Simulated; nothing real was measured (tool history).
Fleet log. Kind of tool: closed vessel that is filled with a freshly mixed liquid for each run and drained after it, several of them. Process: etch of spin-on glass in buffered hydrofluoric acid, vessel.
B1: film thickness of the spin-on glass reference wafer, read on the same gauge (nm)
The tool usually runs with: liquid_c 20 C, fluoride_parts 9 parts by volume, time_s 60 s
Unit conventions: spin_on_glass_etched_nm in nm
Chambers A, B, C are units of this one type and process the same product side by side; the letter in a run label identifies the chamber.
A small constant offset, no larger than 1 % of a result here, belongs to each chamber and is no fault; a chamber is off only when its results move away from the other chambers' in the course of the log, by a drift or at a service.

Run 1B, hour 8.8: usual settings; B1 130.02. Result: spin_on_glass_etched_nm 164.01 nm.
Run 2A, hour 21.5: usual settings; B1 129.97. Result: spin_on_glass_etched_nm 163.52 nm.
Run 3C, hour 29.4: usual settings; B1 130. Result: spin_on_glass_etched_nm 163.68 nm.
Run 4C, hour 36.7: usual settings; B1 130.01. Result: spin_on_glass_etched_nm 162.96 nm.
Run 5A, hour 44: usual settings; B1 130. Result: spin_on_glass_etched_nm 166.2 nm.
Run 6B, hour 54.4: usual settings; B1 130.03. Result: spin_on_glass_etched_nm 163.99 nm.
Run 7C, hour 62.4: usual settings; B1 130.01. Result: spin_on_glass_etched_nm 162.2 nm.
Run 8B, hour 75: usual settings; B1 130.01. Result: spin_on_glass_etched_nm 166.03 nm.
Run 9A, hour 88.5: usual settings; B1 130.02. Result: spin_on_glass_etched_nm 163.36 nm.
Run 10C, hour 98.6: usual settings; B1 130.01. Result: spin_on_glass_etched_nm 163.1 nm.
Run 11A, hour 110: usual settings but time_s 85 s; B1 130.03. Result: spin_on_glass_etched_nm 228.31 nm.
Run 12B, hour 122.3: usual settings but time_s 85 s; B1 130.02. Result: spin_on_glass_etched_nm 232.03 nm.
Run 13B, hour 130.1: usual settings but time_s 85 s; B1 130.01. Result: spin_on_glass_etched_nm 232.01 nm.
Run 14A, hour 141: usual settings; B1 129.99. Result: spin_on_glass_etched_nm 166.37 nm.
Run 15C, hour 151.2: usual settings; B1 129.97. Result: spin_on_glass_etched_nm 162.18 nm.
Run 16B, hour 163.7: usual settings; B1 130.01. Result: spin_on_glass_etched_nm 165.71 nm.
Run 17A, hour 172.6: usual settings; B1 130.01. Result: spin_on_glass_etched_nm 163.45 nm.
Run 18C, hour 179: usual settings; B1 129.97. Result: spin_on_glass_etched_nm 164.65 nm.
Run 19C, hour 185.1: usual settings; B1 130.02. Result: spin_on_glass_etched_nm 164.53 nm.
Run 20B, hour 198.9: usual settings; B1 130.01. Result: spin_on_glass_etched_nm 166.79 nm.
Run 21A, hour 210.7: usual settings but liquid_c 18.5 C, time_s 45 s; B1 130.01. Result: spin_on_glass_etched_nm 114.38 nm.
Run 22B, hour 217.5: usual settings but liquid_c 18.5 C, time_s 45 s; B1 130. Result: spin_on_glass_etched_nm 114.16 nm.
Run 23A, hour 230.4: usual settings but liquid_c 18.5 C, time_s 45 s; B1 130.02. Result: spin_on_glass_etched_nm 112.49 nm.
At hour 239.6: chamber C: hydrofluoric acid flow meter replaced.
Run 24C, hour 242.5: usual settings; B1 130. Result: spin_on_glass_etched_nm 161.95 nm.
Run 25B, hour 251: usual settings; B1 130. Result: spin_on_glass_etched_nm 166.64 nm.
Run 26C, hour 260.7: usual settings; B1 130. Result: spin_on_glass_etched_nm 160.97 nm.
Run 27A, hour 272.9: usual settings; B1 130.02. Result: spin_on_glass_etched_nm 165.3 nm.
Run 28A, hour 284.9: usual settings; B1 129.97. Result: spin_on_glass_etched_nm 163.11 nm.
Run 29C, hour 297.9: usual settings; B1 129.99. Result: spin_on_glass_etched_nm 161.26 nm.
At hour 298.9: chamber A: hydrofluoric acid flow meter replaced.
Run 30B, hour 311.7: usual settings but liquid_c 24.5 C; B1 130. Result: spin_on_glass_etched_nm 219.63 nm.
Run 31A, hour 320: usual settings but liquid_c 24.5 C; B1 130.04. Result: spin_on_glass_etched_nm 210.47 nm.
Run 32C, hour 326.4: usual settings but liquid_c 24.5 C; B1 129.97. Result: spin_on_glass_etched_nm 208.46 nm.
Run 33B, hour 334.8: usual settings; B1 130.02. Result: spin_on_glass_etched_nm 172.42 nm.
Run 34C, hour 342.6: usual settings; B1 129.98. Result: spin_on_glass_etched_nm 163.63 nm.
Run 35B, hour 349.4: usual settings; B1 130. Result: spin_on_glass_etched_nm 174.36 nm.
Run 36A, hour 362.9: usual settings; B1 129.98. Result: spin_on_glass_etched_nm 163.55 nm.
Run 37B, hour 369.2: usual settings; B1 129.97. Result: spin_on_glass_etched_nm 172.38 nm.

Has any chamber moved away from the others, gradually or after a service, or does the common gauge drift, or do the chambers differ only by their own small steady offsets? State the chamber and the most likely cause if one applies.

Little by little, chamber B moves away from the other chambers.
Likeliest cause: hydrofluoric acid flow above the setpoint (%) = 5.66.
It could be hard to tell apart here from: liquid hotter than its thermometer reads (K).

Below are 4 candidate recipes for chamber B's next run, each the usual settings with a change, their results shown as question marks. Which of them brings B's results back in line with what the other chambers give on the usual settings?
In-line tolerance around the mean of the other chambers on the usual settings: spin_on_glass_etched_nm 5 nm
Run 38B-1, hour 379.1: usual settings but fluoride_parts 10.5 parts by volume. Result: spin_on_glass_etched_nm ?.
Run 38B-2, hour 379.1: usual settings but time_s 65 s. Result: spin_on_glass_etched_nm ?.
Run 38B-3, hour 379.1: usual settings but liquid_c 22.5 C. Result: spin_on_glass_etched_nm ?.
Run 38B-4, hour 379.1: usual settings but fluoride_parts 9.5 parts by volume. Result: spin_on_glass_etched_nm ?.

On the usual settings, the other chambers give on average: spin_on_glass_etched_nm 162.67 nm
  run  spin_on_glass_etched_nm
38B-1                   154.55
38B-2                   189.43
38B-3                   200.54
38B-4                   164.75
Change 38B-4 lands the chamber within the allowed miss of the other chambers.

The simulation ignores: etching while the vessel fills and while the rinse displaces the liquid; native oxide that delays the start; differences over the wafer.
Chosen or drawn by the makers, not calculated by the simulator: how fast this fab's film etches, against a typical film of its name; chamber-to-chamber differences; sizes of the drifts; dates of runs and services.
